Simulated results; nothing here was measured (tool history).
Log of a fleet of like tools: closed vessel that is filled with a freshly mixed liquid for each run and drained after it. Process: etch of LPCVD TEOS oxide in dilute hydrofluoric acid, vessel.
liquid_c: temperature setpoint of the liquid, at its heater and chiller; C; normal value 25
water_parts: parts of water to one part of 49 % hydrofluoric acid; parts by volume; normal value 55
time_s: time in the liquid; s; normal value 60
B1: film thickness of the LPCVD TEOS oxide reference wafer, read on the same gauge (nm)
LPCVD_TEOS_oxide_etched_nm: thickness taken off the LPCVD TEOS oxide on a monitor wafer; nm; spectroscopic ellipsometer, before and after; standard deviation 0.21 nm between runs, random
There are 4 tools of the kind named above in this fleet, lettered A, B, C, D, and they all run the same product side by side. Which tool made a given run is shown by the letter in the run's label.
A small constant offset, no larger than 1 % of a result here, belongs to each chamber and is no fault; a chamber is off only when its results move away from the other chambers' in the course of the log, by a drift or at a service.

Run 1D, hour 2.8: usual settings; B1 90.024. Result: LPCVD_TEOS_oxide_etched_nm 22.308 nm.
Run 2A, hour 5.3: usual settings; B1 89.968. Result: LPCVD_TEOS_oxide_etched_nm 22.502 nm.
Run 3C, hour 8.9: usual settings; B1 90.013. Result: LPCVD_TEOS_oxide_etched_nm 22.323 nm.
Run 4B, hour 12.1: usual settings; B1 90.009. Result: LPCVD_TEOS_oxide_etched_nm 22.064 nm.
Run 5C, hour 17.8: usual settings; B1 89.985. Result: LPCVD_TEOS_oxide_etched_nm 22.666 nm.
Run 6B, hour 22.4: usual settings; B1 89.99. Result: LPCVD_TEOS_oxide_etched_nm 22.539 nm.
Run 7A, hour 27.9: usual settings; B1 90.021. Result: LPCVD_TEOS_oxide_etched_nm 22.445 nm.
Run 8D, hour 32.9: usual settings; B1 89.97. Result: LPCVD_TEOS_oxide_etched_nm 22.44 nm.
Run 9D, hour 37: usual settings; B1 89.995. Result: LPCVD_TEOS_oxide_etched_nm 22.169 nm.
Run 10B, hour 41.4: usual settings; B1 90.003. Result: LPCVD_TEOS_oxide_etched_nm 22.207 nm.
Run 11C, hour 44.1: usual settings; B1 89.967. Result: LPCVD_TEOS_oxide_etched_nm 22.457 nm.
Run 12A, hour 47.8: usual settings; B1 90.031. Result: LPCVD_TEOS_oxide_etched_nm 22.649 nm.
Run 13A, hour 51.8: usual settings; B1 90.021. Result: LPCVD_TEOS_oxide_etched_nm 22.601 nm.
At hour 52.2: chamber C: thermometer replaced.
Run 14C, hour 55.9: usual settings; B1 89.978. Result: LPCVD_TEOS_oxide_etched_nm 22.983 nm.
Run 15D, hour 58.9: usual settings; B1 90.028. Result: LPCVD_TEOS_oxide_etched_nm 22.577 nm.
Run 16B, hour 62.7: usual settings; B1 89.984. Result: LPCVD_TEOS_oxide_etched_nm 22.418 nm.
Run 17D, hour 67.2: usual settings; B1 89.939. Result: LPCVD_TEOS_oxide_etched_nm 22.005 nm.
Run 18A, hour 71.8: usual settings; B1 89.983. Result: LPCVD_TEOS_oxide_etched_nm 21.927 nm.
Run 19C, hour 75.5: usual settings; B1 90.038. Result: LPCVD_TEOS_oxide_etched_nm 22.895 nm.
Run 20B, hour 79.6: usual settings; B1 90.027. Result: LPCVD_TEOS_oxide_etched_nm 22.482 nm.
Run 21B, hour 82.2: usual settings; B1 90.022. Result: LPCVD_TEOS_oxide_etched_nm 22.019 nm.
Run 22D, hour 87.3: usual settings; B1 89.996. Result: LPCVD_TEOS_oxide_etched_nm 22.049 nm.
Run 23C, hour 90.4: usual settings; B1 89.974. Result: LPCVD_TEOS_oxide_etched_nm 22.531 nm.
Run 24A, hour 94.4: usual settings; B1 89.988. Result: LPCVD_TEOS_oxide_etched_nm 22.313 nm.
Run 25C, hour 99: usual settings; B1 90.038. Result: LPCVD_TEOS_oxide_etched_nm 22.576 nm.
Run 26A, hour 103.2: usual settings; B1 89.996. Result: LPCVD_TEOS_oxide_etched_nm 22.364 nm.
Run 27D, hour 107.2: usual settings; B1 89.989. Result: LPCVD_TEOS_oxide_etched_nm 22.375 nm.
Run 28B, hour 111.1: usual settings; B1 89.975. Result: LPCVD_TEOS_oxide_etched_nm 22.578 nm.
Run 29B, hour 114.8: usual settings; B1 89.986. Result: LPCVD_TEOS_oxide_etched_nm 22.171 nm.
Run 30C, hour 118.8: usual settings; B1 90.003. Result: LPCVD_TEOS_oxide_etched_nm 22.38 nm.
Run 31A, hour 123.8: usual settings; B1 89.983. Result: LPCVD_TEOS_oxide_etched_nm 22.627 nm.
Run 32D, hour 127.5: usual settings; B1 90.023. Result: LPCVD_TEOS_oxide_etched_nm 22.381 nm.
Run 33D, hour 129.9: usual settings but time_s 35 s; B1 89.989. Result: LPCVD_TEOS_oxide_etched_nm 12.949 nm.
Run 34B, hour 133: usual settings but time_s 35 s; B1 89.993. Result: LPCVD_TEOS_oxide_etched_nm 12.978 nm.
Run 35A, hour 135.9: usual settings but time_s 35 s; B1 90.057. Result: LPCVD_TEOS_oxide_etched_nm 13.097 nm.
Run 36C, hour 139: usual settings but time_s 35 s; B1 89.972. Result: LPCVD_TEOS_oxide_etched_nm 13.141 nm.
Run 37B, hour 144.2: usual settings but liquid_c 21 C, water_parts 70 parts by volume; B1 89.99. Result: LPCVD_TEOS_oxide_etched_nm 14.86 nm.
Run 38D, hour 147.3: usual settings but liquid_c 21 C, water_parts 70 parts by volume; B1 89.995. Result: LPCVD_TEOS_oxide_etched_nm 14.845 nm.
Run 39A, hour 149.9: usual settings but liquid_c 21 C, water_parts 70 parts by volume; B1 89.988. Result: LPCVD_TEOS_oxide_etched_nm 14.77 nm.
Run 40C, hour 153.4: usual settings but liquid_c 21 C, water_parts 70 parts by volume; B1 90.057. Result: LPCVD_TEOS_oxide_etched_nm 14.793 nm.

Which is it: a chamber that has drifted or been left off by a service, a gauge drift common to all chambers, or only each chamber's usual small offset? If a chamber is off, name it and its likeliest cause.

Beyond each chamber's small constant offset nothing stands out, and the gauge stays steady.

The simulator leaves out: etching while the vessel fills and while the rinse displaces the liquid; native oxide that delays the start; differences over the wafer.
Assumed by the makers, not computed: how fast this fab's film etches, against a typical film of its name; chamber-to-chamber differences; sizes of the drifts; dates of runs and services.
